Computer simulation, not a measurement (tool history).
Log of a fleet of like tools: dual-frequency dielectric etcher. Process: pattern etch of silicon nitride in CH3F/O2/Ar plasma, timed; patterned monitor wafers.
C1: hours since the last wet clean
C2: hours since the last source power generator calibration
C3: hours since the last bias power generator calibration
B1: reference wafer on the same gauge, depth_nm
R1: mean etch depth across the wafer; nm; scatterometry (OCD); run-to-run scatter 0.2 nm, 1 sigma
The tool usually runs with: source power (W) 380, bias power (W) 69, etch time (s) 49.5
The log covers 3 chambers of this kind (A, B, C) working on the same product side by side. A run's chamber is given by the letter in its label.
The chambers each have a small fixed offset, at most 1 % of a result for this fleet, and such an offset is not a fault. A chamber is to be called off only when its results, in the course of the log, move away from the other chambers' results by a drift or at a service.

{"run": "1A", "day": 0.271, "source power (W)": 380, "bias power (W)": 69, "etch time (s)": 49.5, "C1": 211.5, "C2": 3739.5, "C3": 27.5, "B1": 27.991, "R1": 33.358}
{"run": "2C", "day": 0.633, "source power (W)": 380, "bias power (W)": 69, "etch time (s)": 49.5, "C1": 257.9, "C2": 2090.2, "C3": 190.0, "B1": 28.015, "R1": 33.44}
{"day": 0.642, "done": "chamber B: source power generator calibrated"}
{"run": "3B", "day": 1.175, "source power (W)": 380, "bias power (W)": 69, "etch time (s)": 49.5, "C1": 196.2, "C2": 12.8, "C3": 4669.5, "B1": 27.971, "R1": 33.635}
{"run": "4A", "day": 1.654, "source power (W)": 380, "bias power (W)": 69, "etch time (s)": 49.5, "C1": 244.7, "C2": 3772.7, "C3": 60.7, "B1": 27.951, "R1": 33.322}
{"run": "5C", "day": 2.017, "source power (W)": 380, "bias power (W)": 69, "etch time (s)": 49.5, "C1": 291.1, "C2": 2123.4, "C3": 223.2, "B1": 28.0, "R1": 33.625}
{"run": "6B", "day": 2.562, "source power (W)": 380, "bias power (W)": 69, "etch time (s)": 49.5, "C1": 229.5, "C2": 46.1, "C3": 4702.8, "B1": 27.985, "R1": 34.061}
{"run": "7B", "day": 3.021, "source power (W)": 380, "bias power (W)": 69, "etch time (s)": 49.5, "C1": 240.5, "C2": 57.1, "C3": 4713.8, "B1": 28.045, "R1": 33.7}
{"run": "8C", "day": 3.546, "source power (W)": 380, "bias power (W)": 69, "etch time (s)": 49.5, "C1": 327.8, "C2": 2160.1, "C3": 259.9, "B1": 27.982, "R1": 33.669}
{"run": "9A", "day": 3.875, "source power (W)": 380, "bias power (W)": 69, "etch time (s)": 49.5, "C1": 298.0, "C2": 3826.0, "C3": 114.0, "B1": 27.985, "R1": 33.568}
{"run": "10C", "day": 4.442, "source power (W)": 380, "bias power (W)": 69, "etch time (s)": 49.5, "C1": 349.3, "C2": 2181.6, "C3": 281.4, "B1": 28.052, "R1": 33.778}
{"run": "11A", "day": 5.008, "source power (W)": 380, "bias power (W)": 69, "etch time (s)": 49.5, "C1": 325.2, "C2": 3853.2, "C3": 141.2, "B1": 28.023, "R1": 33.472}
{"day": 5.225, "done": "chamber A: wet clean of the chamber"}
{"run": "12B", "day": 5.358, "source power (W)": 380, "bias power (W)": 69, "etch time (s)": 54.5, "C1": 296.6, "C2": 113.2, "C3": 4769.9, "B1": 28.002, "R1": 37.963}
{"run": "13C", "day": 5.696, "source power (W)": 380, "bias power (W)": 69, "etch time (s)": 54.5, "C1": 379.4, "C2": 2211.7, "C3": 311.5, "B1": 27.991, "R1": 37.227}
{"run": "14B", "day": 6.083, "source power (W)": 380, "bias power (W)": 69, "etch time (s)": 54.5, "C1": 314.0, "C2": 130.6, "C3": 4787.3, "B1": 28.055, "R1": 37.712}
{"run": "15A", "day": 6.538, "source power (W)": 380, "bias power (W)": 69, "etch time (s)": 49.5, "C1": 31.6, "C2": 3889.9, "C3": 177.9, "B1": 28.007, "R1": 33.695}
{"day": 6.838, "done": "chamber C: wet clean of the chamber"}
{"run": "16B", "day": 6.921, "source power (W)": 340, "bias power (W)": 62, "etch time (s)": 49.5, "C1": 334.1, "C2": 150.7, "C3": 4807.4, "B1": 27.974, "R1": 32.014}
{"run": "17A", "day": 7.408, "source power (W)": 340, "bias power (W)": 62, "etch time (s)": 49.5, "C1": 52.5, "C2": 3910.8, "C3": 198.8, "B1": 28.014, "R1": 30.98}
{"run": "18C", "day": 7.733, "source power (W)": 340, "bias power (W)": 62, "etch time (s)": 49.5, "C1": 21.6, "C2": 2260.6, "C3": 360.4, "B1": 27.993, "R1": 30.676}
{"run": "19B", "day": 8.092, "source power (W)": 420, "bias power (W)": 81, "etch time (s)": 49.5, "C1": 362.2, "C2": 178.8, "C3": 4835.5, "B1": 28.0, "R1": 37.697}
{"run": "20C", "day": 8.621, "source power (W)": 420, "bias power (W)": 81, "etch time (s)": 49.5, "C1": 42.9, "C2": 2281.9, "C3": 381.7, "B1": 28.017, "R1": 36.838}
{"run": "21A", "day": 8.954, "source power (W)": 420, "bias power (W)": 81, "etch time (s)": 49.5, "C1": 89.6, "C2": 3947.9, "C3": 235.9, "B1": 27.999, "R1": 36.78}
{"run": "22A", "day": 9.312, "source power (W)": 380, "bias power (W)": 69, "etch time (s)": 49.5, "C1": 98.2, "C2": 3956.5, "C3": 244.5, "B1": 28.004, "R1": 33.149}
{"run": "23B", "day": 9.65, "source power (W)": 380, "bias power (W)": 69, "etch time (s)": 49.5, "C1": 399.6, "C2": 216.2, "C3": 4872.9, "B1": 28.023, "R1": 35.097}
{"run": "24C", "day": 10.092, "source power (W)": 380, "bias power (W)": 57, "etch time (s)": 49.5, "C1": 78.2, "C2": 2317.2, "C3": 417.0, "B1": 28.001, "R1": 31.215}
{"run": "25B", "day": 10.346, "source power (W)": 380, "bias power (W)": 57, "etch time (s)": 49.5, "C1": 416.3, "C2": 232.9, "C3": 4889.6, "B1": 27.978, "R1": 32.51}
{"run": "26C", "day": 10.658, "source power (W)": 380, "bias power (W)": 57, "etch time (s)": 49.5, "C1": 91.8, "C2": 2330.8, "C3": 430.6, "B1": 27.983, "R1": 31.212}

For the next run the whole fleet of 3 chambers uses the same settings. Give each chamber's results:
{"run": "27A", "day": 11.071, "source power (W)": 380, "bias power (W)": 69, "etch time (s)": 49.5, "R1": "?"}
{"run": "27B", "day": 11.071, "source power (W)": 380, "bias power (W)": 69, "etch time (s)": 49.5, "R1": "?"}
{"run": "27C", "day": 11.071, "source power (W)": 380, "bias power (W)": 69, "etch time (s)": 49.5, "R1": "?"}

run=27A R1=33.454
run=27B R1=34.834
run=27C R1=33.107
